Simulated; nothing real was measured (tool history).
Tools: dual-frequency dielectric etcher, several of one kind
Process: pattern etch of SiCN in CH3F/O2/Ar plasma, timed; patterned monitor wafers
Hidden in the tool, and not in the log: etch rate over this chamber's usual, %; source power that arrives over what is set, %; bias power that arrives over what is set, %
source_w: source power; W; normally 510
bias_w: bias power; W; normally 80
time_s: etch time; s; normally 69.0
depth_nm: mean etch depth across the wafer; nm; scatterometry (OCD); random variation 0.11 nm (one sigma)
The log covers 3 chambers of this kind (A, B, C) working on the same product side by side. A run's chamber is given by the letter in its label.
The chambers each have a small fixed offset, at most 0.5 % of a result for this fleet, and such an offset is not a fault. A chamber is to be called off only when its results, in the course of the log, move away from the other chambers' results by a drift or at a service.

| run | hour | source_w | bias_w | time_s | hours since the last wet clean | hours since the last source power generator calibration | hours since the last bias power generator calibration | read-back reference wafer on the same gauge, depth_nm | depth_nm |
|---|---|---|---|---|---|---|---|---|---|
| 1C | 8.3 | 510 | 80 | 69.0 | 171.4 | 3660.5 | 885.3 | 25.029 | 29.663 |
| 2B | 19.4 | 510 | 80 | 69.0 | 182.5 | 1952.5 | 1013.1 | 24.972 | 29.311 |
| 3A | 26.6 | 510 | 80 | 69.0 | 294.2 | 2215.3 | 1522.9 | 24.999 | 29.619 |
| 4C | 36.1 | 510 | 80 | 69.0 | 199.2 | 3688.3 | 913.1 | 25.022 | 29.453 |
| 5B | 46.2 | 510 | 80 | 69.0 | 209.3 | 1979.3 | 1039.9 | 25.022 | 29.349 |
| 6A | 58.4 | 510 | 80 | 69.0 | 326.0 | 2247.1 | 1554.7 | 24.995 | 29.627 |
| 7B | 68.4 | 510 | 80 | 69.0 | 231.5 | 2001.5 | 1062.1 | 25.000 | 29.388 |
| 8C | 75.2 | 510 | 80 | 69.0 | 238.3 | 3727.4 | 952.2 | 24.995 | 29.627 |
| 9A | 84.7 | 510 | 80 | 69.0 | 352.3 | 2273.4 | 1581.0 | 24.991 | 29.631 |
| 10C | 92.5 | 510 | 80 | 69.0 | 255.6 | 3744.7 | 969.5 | 24.977 | 29.838 |
|  | 100.1 | chamber A: wet clean of the chamber |
| 11A | 101.6 | 630 | 66 | 69.0 | 1.5 | 2290.3 | 1597.9 | 25.005 | 29.781 |
| 12B | 112.5 | 630 | 66 | 69.0 | 275.6 | 2045.6 | 1106.2 | 25.007 | 30.037 |
| 13A | 121.1 | 630 | 66 | 69.0 | 21.0 | 2309.8 | 1617.4 | 24.987 | 29.913 |
| 14C | 131.6 | 510 | 80 | 69.0 | 294.7 | 3783.8 | 1008.6 | 25.011 | 29.457 |
| 15B | 139.4 | 510 | 80 | 69.0 | 302.5 | 2072.5 | 1133.1 | 25.005 | 29.435 |
| 16A | 147.7 | 510 | 80 | 69.0 | 47.6 | 2336.4 | 1644.0 | 24.993 | 29.463 |
| 17C | 159.7 | 570 | 80 | 57.5 | 322.8 | 3811.9 | 1036.7 | 25.020 | 25.736 |
| 18B | 170.2 | 570 | 80 | 57.5 | 333.3 | 2103.3 | 1163.9 | 25.011 | 25.844 |
| 19C | 178.5 | 570 | 80 | 57.5 | 341.6 | 3830.7 | 1055.5 | 24.998 | 25.609 |
| 20A | 185.2 | 510 | 80 | 69.0 | 85.1 | 2373.9 | 1681.5 | 25.003 | 29.344 |
| 21B | 195.3 | 510 | 80 | 69.0 | 358.4 | 2128.4 | 1189.0 | 25.013 | 29.781 |
| 22A | 204.3 | 510 | 80 | 69.0 | 104.2 | 2393.0 | 1700.6 | 24.984 | 29.294 |
| 23B | 213.6 | 510 | 80 | 69.0 | 376.7 | 2146.7 | 1207.3 | 24.996 | 29.748 |
| 24C | 219.9 | 510 | 80 | 69.0 | 383.0 | 3872.1 | 1096.9 | 25.013 | 29.650 |
| 25A | 230.7 | 510 | 80 | 69.0 | 130.6 | 2419.4 | 1727.0 | 24.995 | 29.635 |
| 26B | 242.8 | 510 | 80 | 69.0 | 405.9 | 2175.9 | 1236.5 | 25.002 | 29.747 |
| 27C | 252.0 | 460 | 71 | 69.0 | 415.1 | 3904.2 | 1129.0 | 25.008 | 27.279 |
| 28C | 260.2 | 460 | 71 | 69.0 | 423.3 | 3912.4 | 1137.2 | 24.988 | 27.454 |
| 29B | 267.8 | 460 | 71 | 69.0 | 430.9 | 2200.9 | 1261.5 | 25.018 | 27.610 |
| 30A | 275.0 | 510 | 80 | 69.0 | 174.9 | 2463.7 | 1771.3 | 24.984 | 29.559 |
| 31C | 282.3 | 510 | 80 | 69.0 | 445.4 | 3934.5 | 1159.3 | 25.000 | 29.593 |
| 32A | 289.0 | 510 | 80 | 69.0 | 188.9 | 2477.7 | 1785.3 | 25.012 | 29.629 |
|  | 294.1 | chamber C: wet clean of the chamber |
| 33B | 296.3 | 510 | 80 | 69.0 | 459.4 | 2229.4 | 1290.0 | 25.002 | 30.018 |
| 34A | 302.6 | 510 | 80 | 79.5 | 202.5 | 2491.3 | 1798.9 | 25.014 | 34.168 |
| 35C | 312.6 | 510 | 80 | 79.5 | 18.5 | 3964.8 | 1189.6 | 25.015 | 33.968 |
| 36B | 319.1 | 510 | 80 | 79.5 | 482.2 | 2252.2 | 1312.8 | 24.997 | 34.773 |
| 37B | 326.7 | 510 | 80 | 69.0 | 489.8 | 2259.8 | 1320.4 | 25.003 | 30.164 |
| 38C | 335.5 | 510 | 80 | 69.0 | 41.4 | 3987.7 | 1212.5 | 24.984 | 29.243 |

Next, every chamber runs the same settings. What will each give?
| 39A | 344.9 | 510 | 80 | 69.0 |  |  |  |  | ? |
| 39B | 344.9 | 510 | 80 | 69.0 |  |  |  |  | ? |
| 39C | 344.9 | 510 | 80 | 69.0 |  |  |  |  | ? |

| run | depth_nm |
|---|---|
| 39A | 29.615 |
| 39B | 30.148 |
| 39C | 29.454 |
